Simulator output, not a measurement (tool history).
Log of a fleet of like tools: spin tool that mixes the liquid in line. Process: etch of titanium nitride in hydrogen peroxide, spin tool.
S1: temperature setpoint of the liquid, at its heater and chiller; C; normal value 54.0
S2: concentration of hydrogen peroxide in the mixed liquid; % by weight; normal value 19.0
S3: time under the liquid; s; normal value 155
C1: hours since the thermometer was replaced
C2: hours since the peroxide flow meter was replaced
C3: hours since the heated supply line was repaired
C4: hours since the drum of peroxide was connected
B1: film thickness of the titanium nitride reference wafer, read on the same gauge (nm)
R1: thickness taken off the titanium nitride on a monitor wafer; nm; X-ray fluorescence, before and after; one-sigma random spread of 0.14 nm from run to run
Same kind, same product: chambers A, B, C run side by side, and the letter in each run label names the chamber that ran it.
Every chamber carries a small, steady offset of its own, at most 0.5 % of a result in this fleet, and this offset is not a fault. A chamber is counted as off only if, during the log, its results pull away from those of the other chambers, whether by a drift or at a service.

run 1B hour=3.1 | S1=54.0 S2=19.0 S3=155 | C1=2173.6 C2=618.9 C3=3118.6 C4=280.0 | B1=39.989 | R1=16.760
run 2C hour=7.7 | S1=54.0 S2=19.0 S3=155 | C1=80.7 C2=784.8 C3=714.6 C4=115.1 | B1=39.999 | R1=16.888
run 3A hour=10.2 | S1=54.0 S2=19.0 S3=155 | C1=364.1 C2=1515.9 C3=1601.1 C4=417.9 | B1=39.996 | R1=16.684
run 4A hour=13.7 | S1=54.0 S2=19.0 S3=155 | C1=367.6 C2=1519.4 C3=1604.6 C4=421.4 | B1=39.990 | R1=16.852
run 5B hour=18.2 | S1=54.0 S2=19.0 S3=155 | C1=2188.7 C2=634.0 C3=3133.7 C4=295.1 | B1=40.017 | R1=16.732
run 6C hour=21.5 | S1=54.0 S2=19.0 S3=155 | C1=94.5 C2=798.6 C3=728.4 C4=128.9 | B1=40.016 | R1=16.634
run 7B hour=25.0 | S1=54.0 S2=19.0 S3=155 | C1=2195.5 C2=640.8 C3=3140.5 C4=301.9 | B1=39.993 | R1=17.085
run 8A hour=29.1 | S1=54.0 S2=19.0 S3=155 | C1=383.0 C2=1534.8 C3=1620.0 C4=436.8 | B1=40.003 | R1=16.991
run 9C hour=33.7 | S1=54.0 S2=19.0 S3=155 | C1=106.7 C2=810.8 C3=740.6 C4=141.1 | B1=40.010 | R1=16.803
-- hour=34.8 chamber C: heated supply line repaired
run 10B hour=37.5 | S1=54.0 S2=19.0 S3=155 | C1=2208.0 C2=653.3 C3=3153.0 C4=314.4 | B1=39.987 | R1=16.918
run 11C hour=39.7 | S1=54.0 S2=19.0 S3=155 | C1=112.7 C2=816.8 C3=4.9 C4=147.1 | B1=39.993 | R1=17.018
run 12A hour=41.9 | S1=62.0 S2=23.0 S3=155 | C1=395.8 C2=1547.6 C3=1632.8 C4=449.6 | B1=40.011 | R1=30.116
run 13B hour=46.4 | S1=62.0 S2=23.0 S3=155 | C1=2216.9 C2=662.2 C3=3161.9 C4=323.3 | B1=40.018 | R1=30.538
run 14C hour=49.1 | S1=62.0 S2=23.0 S3=155 | C1=122.1 C2=826.2 C3=14.3 C4=156.5 | B1=39.996 | R1=30.260
-- hour=50.8 chamber B: thermometer replaced
run 15A hour=51.4 | S1=54.0 S2=19.0 S3=155 | C1=405.3 C2=1557.1 C3=1642.3 C4=459.1 | B1=40.003 | R1=16.493
run 16C hour=53.6 | S1=54.0 S2=13.5 S3=155 | C1=126.6 C2=830.7 C3=18.8 C4=161.0 | B1=39.978 | R1=15.586
run 17B hour=57.1 | S1=54.0 S2=13.5 S3=155 | C1=6.4 C2=672.9 C3=3172.6 C4=334.0 | B1=39.997 | R1=15.785
run 18A hour=60.8 | S1=54.0 S2=13.5 S3=155 | C1=414.7 C2=1566.5 C3=1651.7 C4=468.5 | B1=39.988 | R1=15.709
run 19B hour=63.1 | S1=62.5 S2=19.0 S3=155 | C1=12.4 C2=678.9 C3=3178.6 C4=340.0 | B1=40.004 | R1=30.357
run 20C hour=67.5 | S1=62.5 S2=19.0 S3=155 | C1=140.5 C2=844.6 C3=32.7 C4=174.9 | B1=40.010 | R1=30.038
run 21A hour=71.6 | S1=62.5 S2=19.0 S3=155 | C1=425.5 C2=1577.3 C3=1662.5 C4=479.3 | B1=39.987 | R1=30.067
run 22C hour=75.8 | S1=54.0 S2=19.0 S3=155 | C1=148.8 C2=852.9 C3=41.0 C4=183.2 | B1=40.003 | R1=17.006
run 23B hour=78.9 | S1=54.0 S2=19.0 S3=155 | C1=28.2 C2=694.7 C3=3194.4 C4=355.8 | B1=39.994 | R1=16.758
run 24A hour=81.9 | S1=54.0 S2=19.0 S3=155 | C1=435.8 C2=1587.6 C3=1672.8 C4=489.6 | B1=40.005 | R1=16.849
run 25B hour=84.6 | S1=54.0 S2=19.0 S3=155 | C1=33.9 C2=700.4 C3=3200.1 C4=361.5 | B1=39.989 | R1=17.198
run 26A hour=88.7 | S1=54.0 S2=21.5 S3=155 | C1=442.6 C2=1594.4 C3=1679.6 C4=496.4 | B1=39.977 | R1=17.326
run 27C hour=91.2 | S1=54.0 S2=21.5 S3=155 | C1=164.2 C2=868.3 C3=56.4 C4=198.6 | B1=39.995 | R1=17.376
run 28A hour=95.5 | S1=54.0 S2=21.5 S3=155 | C1=449.4 C2=1601.2 C3=1686.4 C4=503.2 | B1=40.017 | R1=17.044
run 29B hour=99.8 | S1=54.0 S2=19.0 S3=155 | C1=49.1 C2=715.6 C3=3215.3 C4=376.7 | B1=39.999 | R1=16.822
run 30C hour=103.2 | S1=63.5 S2=16.5 S3=155 | C1=176.2 C2=880.3 C3=68.4 C4=210.6 | B1=40.023 | R1=30.913
run 31B hour=107.6 | S1=63.5 S2=16.5 S3=155 | C1=56.9 C2=723.4 C3=3223.1 C4=384.5 | B1=39.992 | R1=31.347
run 32A hour=110.9 | S1=63.5 S2=16.5 S3=155 | C1=464.8 C2=1616.6 C3=1701.8 C4=518.6 | B1=40.002 | R1=31.014
run 33C hour=113.3 | S1=54.0 S2=19.0 S3=155 | C1=186.3 C2=890.4 C3=78.5 C4=220.7 | B1=40.008 | R1=16.743
run 34B hour=116.8 | S1=54.0 S2=19.0 S3=155 | C1=66.1 C2=732.6 C3=3232.3 C4=393.7 | B1=40.017 | R1=17.156

Does one chamber stand apart from the rest, does the shared gauge drift, or is all well apart from small per-chamber offsets? Give the chamber and the most likely cause, where there is one.

All chambers stay in line apart from their small fixed offsets, and the gauge does not drift.
